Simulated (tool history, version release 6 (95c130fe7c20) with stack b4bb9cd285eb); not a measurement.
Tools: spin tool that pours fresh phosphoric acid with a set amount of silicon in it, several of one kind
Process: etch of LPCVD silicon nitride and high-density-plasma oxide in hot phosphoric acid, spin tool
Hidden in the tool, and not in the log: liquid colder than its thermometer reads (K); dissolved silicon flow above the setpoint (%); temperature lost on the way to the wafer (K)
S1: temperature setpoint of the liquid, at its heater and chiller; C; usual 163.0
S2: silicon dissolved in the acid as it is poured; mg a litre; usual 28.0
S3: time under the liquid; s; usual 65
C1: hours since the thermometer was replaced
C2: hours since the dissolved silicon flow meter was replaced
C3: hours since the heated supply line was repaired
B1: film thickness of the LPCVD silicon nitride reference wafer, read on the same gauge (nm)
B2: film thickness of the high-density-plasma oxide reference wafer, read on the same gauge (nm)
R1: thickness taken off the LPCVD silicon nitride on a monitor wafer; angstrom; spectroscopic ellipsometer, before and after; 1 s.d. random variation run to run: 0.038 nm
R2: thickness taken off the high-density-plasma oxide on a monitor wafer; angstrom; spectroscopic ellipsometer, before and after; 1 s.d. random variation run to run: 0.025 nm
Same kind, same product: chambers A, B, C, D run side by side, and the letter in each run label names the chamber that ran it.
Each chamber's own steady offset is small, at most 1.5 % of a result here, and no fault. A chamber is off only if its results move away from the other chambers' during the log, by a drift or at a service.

run 1B hour=3.4 | S1=163.0 S2=28.0 S3=65 | C1=21.2 C2=9.6 C3=1300.2 | B1=140.02 B2=49.997 | R1=69.899 R2=2.79370
run 2A hour=5.5 | S1=163.0 S2=28.0 S3=65 | C1=843.1 C2=183.4 C3=675.9 | B1=139.97 B2=49.989 | R1=69.043 R2=2.26960
run 3D hour=9.2 | S1=163.0 S2=28.0 S3=65 | C1=1202.7 C2=1239.8 C3=2550.2 | B1=139.98 B2=49.995 | R1=69.073 R2=2.23990
run 4C hour=12.5 | S1=163.0 S2=28.0 S3=65 | C1=1478.0 C2=331.4 C3=669.4 | B1=139.98 B2=49.982 | R1=68.787 R2=2.42240
run 5D hour=16.4 | S1=163.0 S2=28.0 S3=65 | C1=1209.9 C2=1247.0 C3=2557.4 | B1=140.00 B2=49.998 | R1=69.108 R2=2.35950
run 6A hour=18.9 | S1=163.0 S2=28.0 S3=65 | C1=856.5 C2=196.8 C3=689.3 | B1=140.02 B2=49.983 | R1=69.409 R2=2.25720
run 7B hour=22.7 | S1=163.0 S2=28.0 S3=65 | C1=40.5 C2=28.9 C3=1319.5 | B1=139.97 B2=50.008 | R1=70.454 R2=2.54870
run 8C hour=26.9 | S1=163.0 S2=28.0 S3=65 | C1=1492.4 C2=345.8 C3=683.8 | B1=140.03 B2=49.988 | R1=68.627 R2=2.58710
run 9C hour=29.3 | S1=161.5 S2=43.5 S3=65 | C1=1494.8 C2=348.2 C3=686.2 | B1=139.99 B2=49.988 | R1=65.394 R2=1.16930
run 10B hour=33.5 | S1=161.5 S2=43.5 S3=65 | C1=51.3 C2=39.7 C3=1330.3 | B1=140.01 B2=49.986 | R1=66.662 R2=0.99472
run 11A hour=37.0 | S1=161.5 S2=43.5 S3=65 | C1=874.6 C2=214.9 C3=707.4 | B1=140.01 B2=49.965 | R1=66.333 R2=0.87048
run 12D hour=39.2 | S1=161.5 S2=43.5 S3=65 | C1=1232.7 C2=1269.8 C3=2580.2 | B1=140.02 B2=50.012 | R1=65.805 R2=0.96388
run 13B hour=43.1 | S1=163.0 S2=28.0 S3=65 | C1=60.9 C2=49.3 C3=1339.9 | B1=140.02 B2=50.000 | R1=70.190 R2=2.18450
run 14A hour=46.4 | S1=165.5 S2=28.0 S3=65 | C1=884.0 C2=224.3 C3=716.8 | B1=140.03 B2=49.985 | R1=75.237 R2=2.65400
run 15D hour=49.5 | S1=165.5 S2=28.0 S3=65 | C1=1243.0 C2=1280.1 C3=2590.5 | B1=140.01 B2=49.999 | R1=74.623 R2=2.93560
run 16C hour=53.5 | S1=165.5 S2=28.0 S3=65 | C1=1519.0 C2=372.4 C3=710.4 | B1=140.00 B2=50.008 | R1=75.037 R2=2.48860
run 17C hour=57.3 | S1=165.5 S2=28.0 S3=65 | C1=1522.8 C2=376.2 C3=714.2 | B1=140.00 B2=50.004 | R1=75.093 R2=2.94470
-- hour=57.8 chamber C: dissolved silicon flow meter replaced
run 18A hour=60.1 | S1=163.0 S2=28.0 S3=65 | C1=897.7 C2=238.0 C3=730.5 | B1=140.02 B2=50.018 | R1=69.685 R2=2.51090
run 19D hour=62.8 | S1=163.0 S2=28.0 S3=65 | C1=1256.3 C2=1293.4 C3=2603.8 | B1=140.01 B2=50.060 | R1=68.970 R2=2.74580
-- hour=65.9 chamber D: dissolved silicon flow meter replaced
run 20B hour=66.4 | S1=163.0 S2=28.0 S3=65 | C1=84.2 C2=72.6 C3=1363.2 | B1=140.00 B2=50.002 | R1=70.536 R2=2.36020
run 21C hour=69.5 | S1=163.0 S2=28.0 S3=65 | C1=1535.0 C2=11.7 C3=726.4 | B1=139.99 B2=50.011 | R1=69.315 R2=2.15680
run 22A hour=73.8 | S1=163.0 S2=28.0 S3=65 | C1=911.4 C2=251.7 C3=744.2 | B1=139.96 B2=50.020 | R1=69.539 R2=2.32800
run 23B hour=77.0 | S1=163.0 S2=28.0 S3=65 | C1=94.8 C2=83.2 C3=1373.8 | B1=139.98 B2=49.980 | R1=70.264 R2=2.44230
run 24D hour=79.7 | S1=163.0 S2=28.0 S3=65 | C1=1273.2 C2=13.8 C3=2620.7 | B1=140.00 B2=49.987 | R1=69.240 R2=2.75830

All chambers now run identical settings, listed one chamber a line with results as question marks. What results will each chamber show?
run 25A hour=83.0 | S1=163.0 S2=28.0 S3=65 | R1=? R2=?
run 25B hour=83.0 | S1=163.0 S2=28.0 S3=65 | R1=? R2=?
run 25C hour=83.0 | S1=163.0 S2=28.0 S3=65 | R1=? R2=?
run 25D hour=83.0 | S1=163.0 S2=28.0 S3=65 | R1=? R2=?

run=25A R1=68.894 R2=2.73900
run=25B R1=69.770 R2=2.36840
run=25C R1=69.024 R2=2.59800
run=25D R1=68.879 R2=2.80370
